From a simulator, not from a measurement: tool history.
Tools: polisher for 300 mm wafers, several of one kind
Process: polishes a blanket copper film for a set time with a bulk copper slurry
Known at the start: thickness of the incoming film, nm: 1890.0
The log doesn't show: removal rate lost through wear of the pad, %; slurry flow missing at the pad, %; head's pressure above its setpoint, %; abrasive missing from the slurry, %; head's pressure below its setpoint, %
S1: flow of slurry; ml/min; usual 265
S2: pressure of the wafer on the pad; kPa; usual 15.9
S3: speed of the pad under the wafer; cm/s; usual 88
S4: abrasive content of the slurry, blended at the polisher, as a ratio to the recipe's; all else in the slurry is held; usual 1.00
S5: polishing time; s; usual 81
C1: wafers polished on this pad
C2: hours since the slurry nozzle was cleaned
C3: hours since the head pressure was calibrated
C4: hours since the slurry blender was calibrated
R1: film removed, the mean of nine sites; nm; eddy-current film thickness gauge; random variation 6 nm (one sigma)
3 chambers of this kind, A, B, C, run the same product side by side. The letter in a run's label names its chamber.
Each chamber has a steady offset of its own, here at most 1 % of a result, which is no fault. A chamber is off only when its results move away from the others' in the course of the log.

At day 0.100: chamber B: worn pad replaced by a new one.
Run 1B, day 0.158: usual settings; C1 14; C2 159.1; C3 1213.5; C4 309.9. Result: R1 500.07 nm.
At day 0.300: chamber B: head pressure recalibrated.
Run 2C, day 0.317: usual settings; C1 494; C2 707.9; C3 217.1; C4 97.2. Result: R1 488.06 nm.
Run 3A, day 0.525: usual settings; C1 1270; C2 509.0; C3 182.3; C4 154.0. Result: R1 492.12 nm.
Run 4C, day 0.700: usual settings; C1 583; C2 717.1; C3 226.3; C4 106.4. Result: R1 496.91 nm.
At day 0.762: chamber A: worn pad replaced by a new one.
Run 5B, day 0.933: usual settings; C1 192; C2 177.7; C3 15.2; C4 328.5. Result: R1 502.38 nm.
Run 6A, day 1.054: usual settings; C1 68; C2 521.7; C3 195.0; C4 166.7. Result: R1 497.26 nm.
Run 7A, day 1.208: usual settings; C1 103; C2 525.4; C3 198.7; C4 170.4. Result: R1 498.28 nm.
Run 8B, day 1.375: usual settings; C1 294; C2 188.3; C3 25.8; C4 339.1. Result: R1 490.86 nm.
Run 9C, day 1.538: usual settings but S4 1.25; C1 776; C2 737.2; C3 246.4; C4 126.5. Result: R1 516.11 nm.
Run 10A, day 1.742: usual settings but S4 1.25; C1 226; C2 538.2; C3 211.5; C4 183.2. Result: R1 519.35 nm.
Run 11B, day 1.917: usual settings but S4 1.25; C1 419; C2 201.3; C3 38.8; C4 352.1. Result: R1 516.07 nm.
Run 12C, day 2.108: usual settings; C1 908; C2 750.9; C3 260.1; C4 140.2. Result: R1 485.58 nm.
Run 13B, day 2.283: usual settings; C1 504; C2 210.1; C3 47.6; C4 360.9. Result: R1 501.85 nm.
Run 14A, day 2.508: usual settings; C1 403; C2 556.6; C3 229.9; C4 201.6. Result: R1 491.05 nm.
Run 15C, day 2.679: usual settings; C1 1040; C2 764.6; C3 273.8; C4 153.9. Result: R1 471.97 nm.
Run 16B, day 2.888: usual settings; C1 643; C2 224.6; C3 62.1; C4 375.4. Result: R1 493.41 nm.
Run 17A, day 3.071: usual settings; C1 533; C2 570.1; C3 243.4; C4 215.1. Result: R1 496.00 nm.
At day 3.092: chamber C: slurry nozzle cleaned.
At day 3.204: chamber B: slurry nozzle cleaned.
Run 18C, day 3.300: usual settings; C1 1183; C2 5.0; C3 288.7; C4 168.8. Result: R1 468.20 nm.
Run 19C, day 3.421: usual settings; C1 1211; C2 7.9; C3 291.6; C4 171.7. Result: R1 474.90 nm.
At day 3.492: chamber C: slurry blender recalibrated.
Run 20A, day 3.638: usual settings; C1 664; C2 583.7; C3 257.0; C4 228.7. Result: R1 491.09 nm.
Run 21B, day 3.804: usual settings but S3 108 cm/s; C1 855; C2 14.4; C3 84.1; C4 397.4. Result: R1 595.26 nm.
Run 22A, day 4.012: usual settings but S3 108 cm/s; C1 750; C2 592.7; C3 266.0; C4 237.7. Result: R1 609.82 nm.
At day 4.042: chamber B: worn pad replaced by a new one.
Run 23C, day 4.229: usual settings but S3 108 cm/s; C1 1397; C2 27.3; C3 311.0; C4 17.7. Result: R1 590.18 nm.
Run 24B, day 4.412: usual settings; C1 86; C2 29.0; C3 98.7; C4 412.0. Result: R1 508.81 nm.
Run 25A, day 4.604: usual settings; C1 887; C2 606.9; C3 280.2; C4 251.9. Result: R1 494.11 nm.
Run 26C, day 4.783: usual settings; C1 1525; C2 40.6; C3 324.3; C4 31.0. Result: R1 460.24 nm.
Run 27B, day 4.938: usual settings; C1 207; C2 41.6; C3 111.3; C4 424.6. Result: R1 495.07 nm.
Run 28A, day 5.167: usual settings; C1 1017; C2 620.4; C3 293.7; C4 265.4. Result: R1 505.40 nm.
At day 5.204: chamber B: slurry blender recalibrated.
Run 29C, day 5.275: usual settings; C1 1639; C2 52.4; C3 336.1; C4 42.8. Result: R1 456.42 nm.
Run 30B, day 5.408: usual settings; C1 315; C2 52.9; C3 122.6; C4 4.9. Result: R1 487.32 nm.
Run 31B, day 5.517: usual settings; C1 340; C2 55.5; C3 125.2; C4 7.5. Result: R1 491.47 nm.
Run 32A, day 5.679: usual settings; C1 1135; C2 632.7; C3 306.0; C4 277.7. Result: R1 491.29 nm.
Run 33C, day 5.804: usual settings; C1 1761; C2 65.1; C3 348.8; C4 55.5. Result: R1 447.85 nm.
At day 5.817: chamber C: head pressure recalibrated.
Run 34B, day 5.942: usual settings; C1 438; C2 65.7; C3 135.4; C4 17.7. Result: R1 493.28 nm.
Run 35C, day 6.067: usual settings; C1 1821; C2 71.4; C3 6.0; C4 61.8. Result: R1 453.77 nm.
Run 36A, day 6.200: usual settings; C1 1255; C2 645.2; C3 318.5; C4 290.2. Result: R1 498.74 nm.
Run 37B, day 6.350: usual settings; C1 533; C2 75.5; C3 145.2; C4 27.5. Result: R1 486.08 nm.
Run 38C, day 6.483: usual settings; C1 1918; C2 81.4; C3 16.0; C4 71.8. Result: R1 453.76 nm.
Run 39A, day 6.629: usual settings; C1 1354; C2 655.5; C3 328.8; C4 300.5. Result: R1 495.31 nm.
Run 40A, day 6.812: usual settings but S4 1.15, S5 93 s; C1 1397; C2 659.9; C3 333.2; C4 304.9. Result: R1 592.55 nm.
Run 41B, day 6.954: usual settings but S4 1.15, S5 93 s; C1 672; C2 90.0; C3 159.7; C4 42.0. Result: R1 573.08 nm.
Run 42C, day 7.175: usual settings but S4 1.15, S5 93 s; C1 2077; C2 98.0; C3 32.6; C4 88.4. Result: R1 522.22 nm.
Run 43A, day 7.400: usual settings; C1 1532; C2 674.0; C3 347.3; C4 319.0. Result: R1 492.17 nm.

All 3 chambers run these settings next. Forecast each chamber's results:
Run 44A, day 7.567: usual settings. Result: R1 ?.
Run 44B, day 7.567: usual settings. Result: R1 ?.
Run 44C, day 7.567: usual settings. Result: R1 ?.

run      R1
44A  484.35
44B  493.88
44C  447.99
